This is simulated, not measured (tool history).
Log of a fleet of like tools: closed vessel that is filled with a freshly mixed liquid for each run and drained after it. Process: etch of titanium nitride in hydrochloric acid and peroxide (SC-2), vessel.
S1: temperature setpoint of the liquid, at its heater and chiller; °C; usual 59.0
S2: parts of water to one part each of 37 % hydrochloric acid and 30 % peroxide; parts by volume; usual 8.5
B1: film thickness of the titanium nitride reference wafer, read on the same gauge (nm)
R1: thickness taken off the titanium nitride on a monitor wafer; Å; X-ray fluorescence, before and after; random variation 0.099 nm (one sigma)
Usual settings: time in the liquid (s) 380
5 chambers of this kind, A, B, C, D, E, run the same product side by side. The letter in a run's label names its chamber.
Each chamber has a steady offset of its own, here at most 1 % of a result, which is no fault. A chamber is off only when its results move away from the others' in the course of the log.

run 1A hour=5.4 | S1=59.0 S2=8.5 time_in_the_liquid_(s)=380 | B1=150.03 | R1=160.510
run 2E hour=9.9 | S1=59.0 S2=8.5 time_in_the_liquid_(s)=380 | B1=150.04 | R1=157.190
run 3D hour=15.8 | S1=59.0 S2=8.5 time_in_the_liquid_(s)=380 | B1=149.98 | R1=159.460
run 4B hour=19.0 | S1=59.0 S2=8.5 time_in_the_liquid_(s)=380 | B1=150.04 | R1=161.300
run 5C hour=22.4 | S1=59.0 S2=8.5 time_in_the_liquid_(s)=380 | B1=150.01 | R1=162.280
run 6E hour=28.1 | S1=59.0 S2=8.5 time_in_the_liquid_(s)=380 | B1=150.03 | R1=158.260
run 7C hour=32.8 | S1=59.0 S2=8.5 time_in_the_liquid_(s)=380 | B1=150.00 | R1=159.480
run 8A hour=36.1 | S1=59.0 S2=8.5 time_in_the_liquid_(s)=380 | B1=150.02 | R1=161.070
-- hour=38.2 chamber E: chemicals flow meter replaced
run 9D hour=40.4 | S1=59.0 S2=8.5 time_in_the_liquid_(s)=380 | B1=150.00 | R1=159.550
run 10B hour=44.4 | S1=59.0 S2=8.5 time_in_the_liquid_(s)=380 | B1=150.01 | R1=162.070
run 11C hour=47.8 | S1=59.0 S2=8.5 time_in_the_liquid_(s)=380 | B1=150.01 | R1=161.730
run 12D hour=54.1 | S1=59.0 S2=8.5 time_in_the_liquid_(s)=380 | B1=150.02 | R1=159.730
run 13E hour=58.9 | S1=59.0 S2=8.5 time_in_the_liquid_(s)=380 | B1=149.96 | R1=159.520
run 14A hour=63.8 | S1=59.0 S2=8.5 time_in_the_liquid_(s)=380 | B1=150.02 | R1=158.940
run 15B hour=69.2 | S1=59.0 S2=8.5 time_in_the_liquid_(s)=380 | B1=149.97 | R1=162.860
run 16D hour=73.4 | S1=59.0 S2=8.5 time_in_the_liquid_(s)=380 | B1=149.98 | R1=158.300
run 17B hour=76.3 | S1=59.0 S2=8.5 time_in_the_liquid_(s)=195 | B1=150.00 | R1=84.466
run 18A hour=80.6 | S1=59.0 S2=8.5 time_in_the_liquid_(s)=195 | B1=150.02 | R1=82.571
run 19C hour=86.2 | S1=59.0 S2=8.5 time_in_the_liquid_(s)=195 | B1=150.01 | R1=82.901
run 20E hour=90.4 | S1=59.0 S2=8.5 time_in_the_liquid_(s)=195 | B1=150.00 | R1=82.000
run 21C hour=95.7 | S1=59.0 S2=8.5 time_in_the_liquid_(s)=195 | B1=149.99 | R1=82.989
run 22E hour=100.3 | S1=59.0 S2=8.5 time_in_the_liquid_(s)=380 | B1=150.00 | R1=161.150
run 23A hour=106.6 | S1=59.0 S2=8.5 time_in_the_liquid_(s)=380 | B1=150.02 | R1=160.520
run 24D hour=112.6 | S1=59.0 S2=8.5 time_in_the_liquid_(s)=380 | B1=149.99 | R1=160.030
run 25B hour=118.0 | S1=59.0 S2=8.5 time_in_the_liquid_(s)=380 | B1=149.96 | R1=165.350
-- hour=123.1 chamber E: new drum of peroxide connected
run 26D hour=123.6 | S1=59.0 S2=8.5 time_in_the_liquid_(s)=380 | B1=149.97 | R1=158.620
run 27E hour=126.8 | S1=59.0 S2=8.5 time_in_the_liquid_(s)=380 | B1=150.00 | R1=161.060
run 28C hour=132.7 | S1=59.0 S2=8.5 time_in_the_liquid_(s)=380 | B1=150.01 | R1=159.600
run 29A hour=139.1 | S1=59.0 S2=8.5 time_in_the_liquid_(s)=380 | B1=150.01 | R1=160.730
run 30B hour=142.6 | S1=59.0 S2=8.5 time_in_the_liquid_(s)=380 | B1=149.99 | R1=167.440
run 31E hour=148.5 | S1=59.0 S2=8.5 time_in_the_liquid_(s)=380 | B1=150.01 | R1=159.300
run 32D hour=152.7 | S1=59.0 S2=8.5 time_in_the_liquid_(s)=450 | B1=149.99 | R1=188.490
run 33B hour=157.9 | S1=59.0 S2=8.5 time_in_the_liquid_(s)=450 | B1=149.98 | R1=200.350
run 34C hour=163.0 | S1=59.0 S2=8.5 time_in_the_liquid_(s)=450 | B1=149.98 | R1=191.460
-- hour=166.3 chamber A: thermometer replaced
run 35A hour=168.0 | S1=59.0 S2=8.5 time_in_the_liquid_(s)=450 | B1=150.00 | R1=191.650
run 36A hour=172.7 | S1=59.0 S2=8.5 time_in_the_liquid_(s)=450 | B1=150.00 | R1=190.650
run 37E hour=178.4 | S1=59.0 S2=8.5 time_in_the_liquid_(s)=380 | B1=150.01 | R1=157.630
run 38B hour=181.8 | S1=59.0 S2=8.5 time_in_the_liquid_(s)=380 | B1=150.01 | R1=172.330
run 39C hour=186.9 | S1=63.5 S2=10.0 time_in_the_liquid_(s)=380 | B1=149.98 | R1=186.900
run 40D hour=193.3 | S1=63.5 S2=10.0 time_in_the_liquid_(s)=380 | B1=150.00 | R1=184.880
run 41B hour=199.3 | S1=63.5 S2=10.0 time_in_the_liquid_(s)=380 | B1=150.01 | R1=198.740
run 42A hour=202.1 | S1=63.5 S2=10.0 time_in_the_liquid_(s)=380 | B1=150.03 | R1=187.370
run 43D hour=205.2 | S1=63.5 S2=10.0 time_in_the_liquid_(s)=380 | B1=149.96 | R1=181.690

Is one chamber off against the others, does the gauge drift, or is nothing wrong? If a chamber is off, say which, and what the likeliest cause is.

Chamber B drifts away from the others.
Cause: liquid hotter than its thermometer reads (K) = 1.17.
The log may not tell that from: chemicals flow above the setpoint (%).

Here are 4 candidates for chamber B's next run, each the usual settings with a change, their results left as question marks. Which one brings its results back in line with what the others give on the usual settings?
In line means no further than this from the other chambers' mean on the usual settings: R1 3.500 Å
run 44B-1 hour=209.8 | S1=60.5 S2=8.0 time_in_the_liquid_(s)=380 | R1=?
run 44B-2 hour=209.8 | S1=59.0 S2=8.5 time_in_the_liquid_(s)=350 | R1=?
run 44B-3 hour=209.8 | S1=56.5 S2=8.5 time_in_the_liquid_(s)=380 | R1=?
run 44B-4 hour=209.8 | S1=59.0 S2=8.5 time_in_the_liquid_(s)=410 | R1=?

The other chambers' mean on the usual settings: R1 160.180 Å
run=44B-1 R1=199.200
run=44B-2 R1=159.390
run=44B-3 R1=148.060
run=44B-4 R1=186.710
44B-2 brings the chamber back in line.

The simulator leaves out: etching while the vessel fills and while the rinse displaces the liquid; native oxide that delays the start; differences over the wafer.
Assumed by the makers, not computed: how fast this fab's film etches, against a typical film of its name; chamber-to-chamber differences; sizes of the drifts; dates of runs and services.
